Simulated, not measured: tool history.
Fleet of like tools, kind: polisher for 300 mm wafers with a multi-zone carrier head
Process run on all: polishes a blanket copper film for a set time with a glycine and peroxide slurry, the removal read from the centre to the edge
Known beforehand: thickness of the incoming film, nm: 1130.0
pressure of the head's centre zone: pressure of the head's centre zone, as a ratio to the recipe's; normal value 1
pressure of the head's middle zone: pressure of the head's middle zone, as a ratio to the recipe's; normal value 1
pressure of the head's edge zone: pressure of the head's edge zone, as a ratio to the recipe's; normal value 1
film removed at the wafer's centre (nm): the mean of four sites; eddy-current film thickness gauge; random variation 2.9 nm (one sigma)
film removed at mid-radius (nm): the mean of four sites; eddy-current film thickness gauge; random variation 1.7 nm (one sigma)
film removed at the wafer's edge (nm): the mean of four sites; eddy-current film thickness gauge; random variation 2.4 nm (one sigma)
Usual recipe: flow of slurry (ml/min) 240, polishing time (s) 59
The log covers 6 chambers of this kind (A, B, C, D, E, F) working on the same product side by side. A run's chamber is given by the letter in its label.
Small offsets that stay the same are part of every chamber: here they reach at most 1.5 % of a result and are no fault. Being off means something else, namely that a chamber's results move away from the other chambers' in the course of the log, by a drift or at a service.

run    day  flow of slurry (ml/min)  pressure of the head's centre zone  pressure of the head's middle zone  pressure of the head's edge zone  polishing time (s)  wafers polished on this pad  hours since the slurry nozzle was cleaned  hours since the centre zone pressure was calibrated  hours since the edge zone pressure was calibrated  film removed at the wafer's centre (nm)  film removed at mid-radius (nm)  film removed at the wafer's edge (nm)
 1A  0.304                      240                                   1                                   1                                 1                  59                          565                                        9.6                                                554.2                                              405.4                                   236.56                           233.77                                 233.79
     0.383  -- chamber C: worn pad replaced by a new one
 2B  0.446                      240                                   1                                   1                                 1                  59                         1014                                       16.7                                                403.9                                              854.4                                    230.5                           235.71                                 234.89
     0.562  -- chamber A: worn pad replaced by a new one
 3F   0.75                      240                                   1                                   1                                 1                  59                          443                                       44.8                                                257.3                                             1193.5                                   232.05                           231.96                                 233.55
 4D  0.892                      240                                   1                                   1                                 1                  59                          336                                      108.4                                                278.8                                              614.3                                   229.11                           234.16                                 235.37
     0.933  -- chamber B: worn pad replaced by a new one
     0.988  -- chamber B: edge zone pressure recalibrated
     1.071  -- chamber A: edge zone pressure recalibrated
 5C  1.112                      240                                   1                                   1                                 1                  59                          248                                      159.6                                                703.3                                                881                                   238.43                           236.18                                 238.85
     1.325  -- chamber F: edge zone pressure recalibrated
 6E  1.442                      240                                   1                                   1                                 1                  59                          585                                      236.3                                                289.7                                              170.1                                   239.08                           234.95                                 237.68
 7C  1.633                      240                                   1                                   1                                 1                  59                          425                                      172.1                                                715.8                                              893.5                                   233.74                           234.49                                 234.95
 8F  1.779                      240                                   1                                   1                                 1                  59                          793                                       69.5                                                  282                                               10.9                                   231.95                           230.16                                 231.93
     1.833  -- chamber D: worn pad replaced by a new one
 9B  2.042                      240                                   1                                   1                                 1                  59                          377                                         55                                                442.2                                               25.3                                   233.17                           236.95                                 233.64
     2.129  -- chamber C: worn pad replaced by a new one
     2.246  -- chamber E: centre zone pressure recalibrated
10E   2.25                      240                                   1                                   1                                 1                  59                          859                                      255.7                                                  0.1                                              189.5                                   231.94                           237.91                                 234.61
     2.471  -- chamber A: worn pad replaced by a new one
11D  2.496                      240                                   1                                   1                                 1                  59                          225                                      146.9                                                317.3                                              652.8                                    228.9                           235.71                                 231.49
12A  2.738                      240                                   1                                   1                                 1                  59                           90                                         68                                                612.6                                               40.1                                   231.24                           233.01                                 239.09
13B  2.975                      240                                   1                                0.95                                 1                  59                          694                                       77.4                                                464.6                                               47.7                                   233.91                           225.19                                  231.1
     3.183  -- chamber D: centre zone pressure recalibrated
14F  3.238                      240                                   1                                0.95                                 1                  59                         1288                                      104.5                                                  317                                               45.9                                   230.72                           220.03                                 231.09
     3.338  -- chamber F: worn pad replaced by a new one
15C  3.412                      240                                   1                                0.95                                 1                  59                          436                                      214.8                                                758.5                                              936.2                                   232.82                           222.14                                 231.85
16D  3.575                      240                                   1                                0.95                                 1                  59                          591                                      172.8                                                  9.4                                              678.7                                   213.18                           226.09                                 235.29
17A  3.817                      240                                   1                                0.95                                 1                  59                          457                                       93.9                                                638.5                                                 66                                   230.75                           224.39                                 238.03
     3.825  -- chamber C: worn pad replaced by a new one
     3.896  -- chamber F: centre zone pressure recalibrated
     3.925  -- chamber D: worn pad replaced by a new one
     3.933  -- chamber E: worn pad replaced by a new one
18E  4.096                      240                                   1                                0.95                                 1                  59                           56                                        300                                                 44.4                                              233.8                                   236.79                           228.25                                 235.77
19C   4.25                      240                                   1                                   1                                 1                  59                          145                                      234.9                                                778.6                                              956.3                                   231.23                           234.42                                 235.28
     4.312  -- chamber B: worn pad replaced by a new one
     4.383  -- chamber A: worn pad replaced by a new one
20B  4.567                      240                                   1                                   1                                 1                  59                           86                                      115.6                                                502.8                                               85.9                                   236.45                           237.84                                 234.29
21E  4.888                      240                                   1                                   1                                 1                  59                          324                                        319                                                 63.4                                              252.8                                   227.75                           236.75                                 234.48
22D  5.158                      240                                   1                                   1                                 1                  59                          419                                      210.8                                                 47.4                                              716.7                                   212.72                           231.22                                 233.91
     5.342  -- chamber C: worn pad replaced by a new one
23A  5.354                      240                                   1                                   1                                 1                  59                          330                                      130.8                                                675.4                                              102.9                                   237.21                           234.67                                 238.59
24F   5.65                      240                                   1                                0.92                              1.11                  59                          785                                      162.4                                                 42.2                                              103.8                                   234.27                           217.23                                 246.55
25B  5.942                      240                                   1                                0.92                              1.11                  59                          553                                      148.6                                                535.8                                              118.9                                    231.3                              218                                 248.65
     6.004  -- chamber D: worn pad replaced by a new one
     6.012  -- chamber A: worn pad replaced by a new one
26C  6.238                      240                                   1                                0.92                              1.11                  59                          304                                      282.6                                                826.3                                               1004                                   231.91                           216.57                                 245.73
27E  6.383                      240                                   1                                0.92                              1.11                  59                          832                                      354.9                                                 99.3                                              288.7                                   232.77                            216.4                                 245.87
     6.433  -- chamber D: edge zone pressure recalibrated
     6.558  -- chamber F: worn pad replaced by a new one
28F  6.633                      240                                   1                                0.92                              1.11                  59                           26                                        186                                                 65.8                                              127.4                                   235.15                           216.33                                 246.05
29D  6.792                      240                                   1                                0.92                              1.11                  59                          268                                        250                                                 86.6                                                8.7                                   213.52                           218.06                                 248.26
     7.012  -- chamber B: worn pad replaced by a new one
30A  7.079                      240                                   1                                   1                                 1                  59                          362                                      172.2                                                716.8                                              144.3                                   234.06                           233.97                                 239.57
     7.333  -- chamber C: worn pad replaced by a new one
31C  7.371                      240                                   1                                   1                                 1                  59                           13                                      309.8                                                853.5                                             1031.2                                   236.56                           231.29                                 236.69
     7.629  -- chamber A: worn pad replaced by a new one
32D  7.638                      240                                   1                                   1                                 1                  59                          555                                      270.3                                                106.9                                                 29                                   213.09                           233.05                                 237.69
33A  7.917                      240                                   1                                   1                                 1                  59                           98                                      192.3                                                736.9                                              164.4                                   233.35                           230.78                                 237.21
     8.183  -- chamber E: worn pad replaced by a new one
34F  8.192                      240                                   1                                   1                                 1                  59                          555                                      223.4                                                103.2                                              164.8                                   233.56                           229.54                                 227.79
35E  8.367                      240                                   1                                   1                                 1                  59                           63                                      402.5                                                146.9                                              336.3                                    231.7                           237.83                                 238.23
36B  8.538                      240                                   1                                   1                                 1                  59                          518                                      210.9                                                598.1                                              181.2                                   235.19                           237.31                                 231.25
37A  8.767                      240                                   1                                   1                                 1                  59                          386                                      212.7                                                757.3                                              184.8                                   238.62                           230.34                                 235.66

Which is it: a chamber that has drifted or been left off by a service, a gauge drift common to all chambers, or only each chamber's usual small offset? If a chamber is off, name it and its likeliest cause.

Chamber D has stood off from the others ever since a service on it.
Likeliest cause: centre zone's pressure below its setpoint, % = 8.72.

Which of the 4 candidates below, each the usual settings with something changed and its results left as question marks, puts chamber D back in line with what the other chambers give on the usual settings?
Counts as in line when no further than this from what the other chambers average on the usual settings: film removed at the wafer's centre (nm) 10; film removed at mid-radius (nm) 5.9; film removed at the wafer's edge (nm) 8.3
38D-1  9.004                      235                                0.92                                1.02                              1.03                  58                                                                                                                                                                                                                        ?                                ?                                      ?
38D-2  9.004                      255                                1.17                                0.96                              0.94                  61                                                                                                                                                                                                                        ?                                ?                                      ?
38D-3  9.004                      230                                0.85                                1.03                              1.05                  57                                                                                                                                                                                                                        ?                                ?                                      ?
38D-4  9.004                      245                                1.08                                0.98                              0.97                  60                                                                                                                                                                                                                        ?                                ?                                      ?

Average result of the remaining chambers running the usual settings: film removed at the wafer's centre (nm) 233.25; film removed at mid-radius (nm) 234.13; film removed at the wafer's edge (nm) 233.92
  run  film removed at the wafer's centre (nm)  film removed at mid-radius (nm)  film removed at the wafer's edge (nm)
38D-1                                   186.94                           232.97                                 231.73
38D-2                                   259.84                           233.53                                 234.17
38D-3                                   167.38                           230.51                                 229.62
38D-4                                   232.74                           233.17                                 233.23
The answer is 38D-4, which returns the chamber to within the allowed miss of the others.

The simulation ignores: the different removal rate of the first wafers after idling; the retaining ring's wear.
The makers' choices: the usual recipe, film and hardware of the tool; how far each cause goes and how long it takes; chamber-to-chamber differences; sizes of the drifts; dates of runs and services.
